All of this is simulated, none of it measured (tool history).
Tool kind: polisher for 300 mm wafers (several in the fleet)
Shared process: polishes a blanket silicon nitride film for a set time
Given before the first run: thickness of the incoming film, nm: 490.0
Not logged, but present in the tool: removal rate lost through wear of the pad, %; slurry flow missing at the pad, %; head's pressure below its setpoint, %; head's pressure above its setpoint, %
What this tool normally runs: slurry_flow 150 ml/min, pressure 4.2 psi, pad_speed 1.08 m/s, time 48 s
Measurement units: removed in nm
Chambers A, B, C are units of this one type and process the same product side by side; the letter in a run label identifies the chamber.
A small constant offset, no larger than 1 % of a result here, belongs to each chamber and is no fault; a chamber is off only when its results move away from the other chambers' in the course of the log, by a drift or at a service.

run   hour  slurry_flow  pressure  pad_speed  time  wafers polished on this pad  hours since the slurry nozzle was cleaned  hours since the head pressure was calibrated  removed
 1A   12.3          150       4.2       1.08    48                           92                                      740.5                                         564.9   121.46
 2C   22.3          150       4.2       1.08    48                          616                                       94.1                                           337    121.4
 3B   33.4          150       4.2       1.08    48                          303                                       86.3                                         476.9   122.35
 4B   47.2          150       4.2       1.08    48                          381                                      100.1                                         490.7   121.37
      51.8  -- chamber A: slurry nozzle cleaned
 5C   55.6          150       4.2       1.08    48                          804                                      127.4                                         370.3   120.82
 6A   62.4          150       3.1       1.08    48                          375                                       10.7                                           615    89.99
 7A   72.7          150       3.1       1.08    48                          433                                         21                                         625.3   89.469
 8B   84.2          150       3.1       1.08    48                          591                                      137.1                                         527.7   90.238
 9C   97.5          150       4.2       1.08    48                         1041                                      169.3                                         412.2   121.86
10B    111          150       4.2       1.08    48                          742                                      163.9                                         554.5   121.02
       122  -- chamber A: worn pad replaced by a new one
11A  125.7          150       4.2       1.08    48                           21                                         74                                         678.3   119.47
     140.8  -- chamber B: worn pad replaced by a new one
12C  140.9          150       4.2       1.08    48                         1287                                      212.7                                         455.6   119.49
13B  148.5          150       4.2       1.08    48                           43                                      201.4                                           592   124.13
14C  161.7          115       4.8       1.08    48                         1404                                      233.5                                         476.4   131.72
15A  172.7          115       4.8       1.08    48                          287                                        121                                         725.3   129.08
     178.2  -- chamber C: head pressure recalibrated
16C    188          115       4.8       1.08    48                         1553                                      259.8                                           9.8   129.25
17A  199.5          150       4.2       1.08    48                          439                                      147.8                                         752.1   117.92
     212.1  -- chamber C: worn pad replaced by a new one
18B  214.2          150       4.2       1.08    48                          415                                      267.1                                         657.7   122.42
19B  221.4          150       4.2       1.08    48                          456                                      274.3                                         664.9   122.85
     224.9  -- chamber A: worn pad replaced by a new one
20A  236.1          150       4.2       1.08    48                           63                                      184.4                                         788.7   116.87
     236.7  -- chamber B: head pressure recalibrated
21C  246.9          150       4.2       1.08    48                          197                                      318.7                                          68.7   123.48
     260.3  -- chamber C: slurry nozzle cleaned
22C  260.4          150       4.2       1.28    48                          273                                        0.2                                          82.2   138.21
23A  270.3          150       4.2       1.28    48                          257                                      218.6                                         822.9   130.71
     270.8  -- chamber B: slurry nozzle cleaned
24B  279.1          150       4.2       1.28    48                          782                                        8.3                                          42.4   137.81
     286.8  -- chamber B: worn pad replaced by a new one
25C  290.6          150       4.2       1.08    48                          444                                       30.4                                         112.4    122.4
26A    306          150       4.2       1.08    48                          459                                      254.3                                         858.6   114.26
27B  316.5          150       4.2       1.08    48                          168                                       45.7                                          79.8   120.94
28B  325.6          150       4.2       1.08    48                          220                                       54.8                                          88.9   121.01
29A  340.6          150       5.4       1.08    48                          654                                      288.9                                         893.2   145.97
30C  354.1          150       5.4       1.08    48                          804                                       93.9                                         175.9   155.93
       356  -- chamber A: worn pad replaced by a new one
31A  367.4          150       5.4       1.08    48                           64                                      315.7                                           920   144.79
32C  380.5          150       4.2       1.08    48                          953                                      120.3                                         202.3   121.22
33B    392          150       4.2       1.08    48                          595                                      121.2                                         155.3   119.32
34C  400.4          150       4.2       1.08    48                         1066                                      140.2                                         222.2   120.15
35B  411.9          150       4.2       1.08    48                          708                                      141.1                                         175.2   122.42

All chambers now run identical settings, listed one chamber a line with results as question marks. What results will each chamber show?
36A  423.1          150       4.2       1.08    48                                                                                                                              ?
36B  423.1          150       4.2       1.08    48                                                                                                                              ?
36C  423.1          150       4.2       1.08    48                                                                                                                              ?

run  removed
36A    111.5
36B   119.39
36C   121.62

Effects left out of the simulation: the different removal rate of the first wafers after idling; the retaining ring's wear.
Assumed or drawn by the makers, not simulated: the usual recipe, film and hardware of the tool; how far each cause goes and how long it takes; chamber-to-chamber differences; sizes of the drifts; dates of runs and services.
